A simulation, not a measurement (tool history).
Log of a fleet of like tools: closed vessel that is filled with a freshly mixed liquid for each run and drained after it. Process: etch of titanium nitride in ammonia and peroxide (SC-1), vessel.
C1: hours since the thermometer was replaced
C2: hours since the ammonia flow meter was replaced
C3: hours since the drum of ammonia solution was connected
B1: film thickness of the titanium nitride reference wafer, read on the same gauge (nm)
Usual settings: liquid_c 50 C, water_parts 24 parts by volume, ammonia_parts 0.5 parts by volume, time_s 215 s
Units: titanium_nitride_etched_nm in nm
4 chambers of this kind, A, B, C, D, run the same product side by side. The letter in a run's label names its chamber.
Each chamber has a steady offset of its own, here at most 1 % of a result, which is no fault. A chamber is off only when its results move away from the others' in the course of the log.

run 1A hour=5.9 | liquid_c=50 water_parts=24 ammonia_parts=0.5 time_s=215 | C1=74.2 C2=375 C3=608.5 | B1=129.99 | titanium_nitride_etched_nm=7.4097
run 2D hour=9.8 | liquid_c=50 water_parts=24 ammonia_parts=0.5 time_s=215 | C1=502.7 C2=1774.4 C3=122.4 | B1=129.99 | titanium_nitride_etched_nm=7.24
run 3C hour=17 | liquid_c=50 water_parts=24 ammonia_parts=0.5 time_s=215 | C1=1950 C2=592.8 C3=436.4 | B1=130.01 | titanium_nitride_etched_nm=7.4328
run 4B hour=23.4 | liquid_c=50 water_parts=24 ammonia_parts=0.5 time_s=215 | C1=1767 C2=171.1 C3=619.4 | B1=129.98 | titanium_nitride_etched_nm=7.461
run 5B hour=27.6 | liquid_c=50 water_parts=24 ammonia_parts=0.5 time_s=215 | C1=1771.2 C2=175.3 C3=623.6 | B1=130.01 | titanium_nitride_etched_nm=7.5403
run 6D hour=34.4 | liquid_c=50 water_parts=24 ammonia_parts=0.5 time_s=215 | C1=527.3 C2=1799 C3=147 | B1=130 | titanium_nitride_etched_nm=7.3994
run 7C hour=40.1 | liquid_c=50 water_parts=24 ammonia_parts=0.5 time_s=215 | C1=1973.1 C2=615.9 C3=459.5 | B1=130 | titanium_nitride_etched_nm=7.3264
run 8A hour=44.2 | liquid_c=41.5 water_parts=24 ammonia_parts=0.5 time_s=155 | C1=112.5 C2=413.3 C3=646.8 | B1=130.02 | titanium_nitride_etched_nm=2.9574
run 9A hour=48.9 | liquid_c=41.5 water_parts=24 ammonia_parts=0.5 time_s=155 | C1=117.2 C2=418 C3=651.5 | B1=130.01 | titanium_nitride_etched_nm=2.9131
run 10D hour=54.8 | liquid_c=41.5 water_parts=24 ammonia_parts=0.5 time_s=155 | C1=547.7 C2=1819.4 C3=167.4 | B1=130 | titanium_nitride_etched_nm=2.8843
run 11C hour=61.4 | liquid_c=41.5 water_parts=24 ammonia_parts=0.5 time_s=155 | C1=1994.4 C2=637.2 C3=480.8 | B1=129.99 | titanium_nitride_etched_nm=2.9178
run 12B hour=68.4 | liquid_c=50 water_parts=24 ammonia_parts=0.5 time_s=215 | C1=1812 C2=216.1 C3=664.4 | B1=130 | titanium_nitride_etched_nm=7.4296
run 13D hour=73.1 | liquid_c=50 water_parts=24 ammonia_parts=0.5 time_s=215 | C1=566 C2=1837.7 C3=185.7 | B1=129.99 | titanium_nitride_etched_nm=7.2782
run 14C hour=77.9 | liquid_c=50 water_parts=24 ammonia_parts=0.5 time_s=215 | C1=2010.9 C2=653.7 C3=497.3 | B1=130.03 | titanium_nitride_etched_nm=7.4306
run 15B hour=83.3 | liquid_c=50 water_parts=24 ammonia_parts=0.5 time_s=215 | C1=1826.9 C2=231 C3=679.3 | B1=130 | titanium_nitride_etched_nm=7.3724
run 16A hour=88 | liquid_c=50 water_parts=24 ammonia_parts=0.5 time_s=215 | C1=156.3 C2=457.1 C3=690.6 | B1=130 | titanium_nitride_etched_nm=7.4301
run 17A hour=94.1 | liquid_c=50 water_parts=24 ammonia_parts=0.5 time_s=215 | C1=162.4 C2=463.2 C3=696.7 | B1=130.01 | titanium_nitride_etched_nm=7.527
run 18C hour=99.6 | liquid_c=50 water_parts=24 ammonia_parts=0.5 time_s=215 | C1=2032.6 C2=675.4 C3=519 | B1=129.97 | titanium_nitride_etched_nm=7.4526
run 19D hour=103.7 | liquid_c=50 water_parts=24 ammonia_parts=0.5 time_s=215 | C1=596.6 C2=1868.3 C3=216.3 | B1=130 | titanium_nitride_etched_nm=7.3565
run 20B hour=110.1 | liquid_c=50 water_parts=24 ammonia_parts=0.5 time_s=215 | C1=1853.7 C2=257.8 C3=706.1 | B1=129.98 | titanium_nitride_etched_nm=7.4661
run 21D hour=116.2 | liquid_c=50 water_parts=24 ammonia_parts=0.5 time_s=215 | C1=609.1 C2=1880.8 C3=228.8 | B1=130 | titanium_nitride_etched_nm=7.2957
-- hour=118.9 chamber D: ammonia flow meter replaced
run 22A hour=121.5 | liquid_c=50 water_parts=24 ammonia_parts=0.5 time_s=215 | C1=189.8 C2=490.6 C3=724.1 | B1=129.99 | titanium_nitride_etched_nm=7.3706
run 23C hour=128.6 | liquid_c=50 water_parts=24 ammonia_parts=0.5 time_s=215 | C1=2061.6 C2=704.4 C3=548 | B1=130 | titanium_nitride_etched_nm=7.3522
run 24B hour=133.6 | liquid_c=50 water_parts=24 ammonia_parts=0.5 time_s=215 | C1=1877.2 C2=281.3 C3=729.6 | B1=130 | titanium_nitride_etched_nm=7.4352
run 25A hour=140.2 | liquid_c=50 water_parts=24 ammonia_parts=0.5 time_s=170 | C1=208.5 C2=509.3 C3=742.8 | B1=129.99 | titanium_nitride_etched_nm=5.9448
run 26D hour=145.1 | liquid_c=50 water_parts=24 ammonia_parts=0.5 time_s=170 | C1=638 C2=26.2 C3=257.7 | B1=129.97 | titanium_nitride_etched_nm=5.848
run 27B hour=151 | liquid_c=50 water_parts=24 ammonia_parts=0.5 time_s=170 | C1=1894.6 C2=298.7 C3=747 | B1=130 | titanium_nitride_etched_nm=5.9691
run 28C hour=157.8 | liquid_c=50 water_parts=24 ammonia_parts=0.5 time_s=170 | C1=2090.8 C2=733.6 C3=577.2 | B1=130.02 | titanium_nitride_etched_nm=5.8976
run 29B hour=164 | liquid_c=54 water_parts=24 ammonia_parts=0.5 time_s=215 | C1=1907.6 C2=311.7 C3=760 | B1=129.99 | titanium_nitride_etched_nm=9.7758
run 30A hour=167.8 | liquid_c=54 water_parts=24 ammonia_parts=0.5 time_s=215 | C1=236.1 C2=536.9 C3=770.4 | B1=130 | titanium_nitride_etched_nm=9.9185

Is one chamber off against the others, does the gauge drift, or is nothing wrong? If a chamber is off, say which, and what the likeliest cause is.

No chamber stands off beyond its own small offset, and the gauge holds steady.
